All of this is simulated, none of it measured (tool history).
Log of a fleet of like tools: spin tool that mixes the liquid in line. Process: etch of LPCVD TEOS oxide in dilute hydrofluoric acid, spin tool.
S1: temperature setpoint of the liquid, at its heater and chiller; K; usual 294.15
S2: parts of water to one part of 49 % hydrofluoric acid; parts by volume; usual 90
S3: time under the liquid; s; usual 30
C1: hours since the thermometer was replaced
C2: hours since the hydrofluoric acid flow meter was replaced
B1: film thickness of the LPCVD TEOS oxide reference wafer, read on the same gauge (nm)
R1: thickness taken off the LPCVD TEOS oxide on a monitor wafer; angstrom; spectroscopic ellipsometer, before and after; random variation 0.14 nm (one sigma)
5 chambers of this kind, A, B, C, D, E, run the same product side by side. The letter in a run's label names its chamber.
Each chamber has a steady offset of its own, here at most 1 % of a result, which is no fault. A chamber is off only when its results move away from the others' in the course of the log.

run   hour      S1   S2  S3      C1     C2      B1      R1
 1A    3.2  294.15   90  30   644.9  424.1  150.02  166.44
 2D    6.0  294.15   90  30  2374.1  359.6  150.01  162.11
 3B    9.7  294.15   90  30  1808.9  785.0  150.02  163.40
 4E   14.8  294.15   90  30   256.8  408.6  150.01  163.62
 5C   18.1  294.15   90  30   258.0  114.7  150.01  162.57
 6E   22.3  294.15   90  30   264.3  416.1  149.99  163.24
 7D   26.8  290.65   60  30  2394.9  380.4  150.02  215.59
 8A   29.3  290.65   60  30   671.0  450.2  149.99  220.46
 9C   32.3  290.65   60  30   272.2  128.9  150.00  219.15
10B   35.8  290.65   60  30  1835.0  811.1  150.05  220.58
11D   38.5  290.65   60  30  2406.6  392.1  149.99  214.46
12C   43.4  294.15   90  30   283.3  140.0  149.99  161.75
13B   46.0  294.15   90  30  1845.2  821.3  150.01  161.54
14A   51.1  294.15   90  30   692.8  472.0  150.01  164.09
15E   55.1  294.15   90  30   297.1  448.9  150.05  162.57
16E   59.3  294.15   90  30   301.3  453.1  150.00  163.95
17C   62.9  294.15   90  30   302.8  159.5  150.01  163.42
18B   66.5  294.15  115  30  1865.7  841.8  150.00  125.92
19D   69.7  294.15  115  30  2437.8  423.3  150.02  121.66
20A   74.4  294.15  115  30   716.1  495.3  150.00  124.92
21D   79.0  294.15  115  30  2447.1  432.6  149.99  123.30
22E   82.1  294.15  115  30   324.1  475.9  149.99  125.01
23C   85.5  294.15   90  30   325.4  182.1  149.99  164.07
24B   89.8  294.15   90  30  1889.0  865.1  150.03  163.35
25A   94.2  294.15   90  30   735.9  515.1  149.98  164.31
26E   99.1  294.15   90  30   341.1  492.9  150.01  160.79
27A  102.7  294.15   90  30   744.4  523.6  149.99  163.34
28D  107.3  294.15   90  30  2475.4  460.9  149.98  159.62
29B  112.5  294.15   90  30  1911.7  887.8  150.00  164.09
30C  115.3  294.15   90  30   355.2  211.9  150.01  165.05
31D  120.1  294.15   90  30  2488.2  473.7  150.00  161.42
32E  122.6  294.15   55  30   364.6  516.4  150.02  275.35
33A  126.9  294.15   55  30   768.6  547.8  150.00  283.14
34C  131.0  294.15   55  30   370.9  227.6  150.00  284.27
35B  134.4  294.15   55  30  1933.6  909.7  149.98  282.57
36E  138.1  294.15   55  30   380.1  531.9  149.97  276.28
37C  141.3  294.15   90  30   381.2  237.9  149.99  164.01
38D  145.7  294.15   90  30  2513.8  499.3  149.98  162.53
39B  149.3  294.15   90  30  1948.5  924.6  150.01  162.38
40A  152.0  294.15   90  30   793.7  572.9  149.98  164.46
41D  156.8  294.15   90  30  2524.9  510.4  149.96  161.18

Next, every chamber runs the same settings. What will each give?
42A  160.7  298.15  90  30               ?
42B  160.7  298.15  90  30               ?
42C  160.7  298.15  90  30               ?
42D  160.7  298.15  90  30               ?
42E  160.7  298.15  90  30               ?

run      R1
42A  191.13
42B  192.93
42C  190.65
42D  190.28
42E  192.90
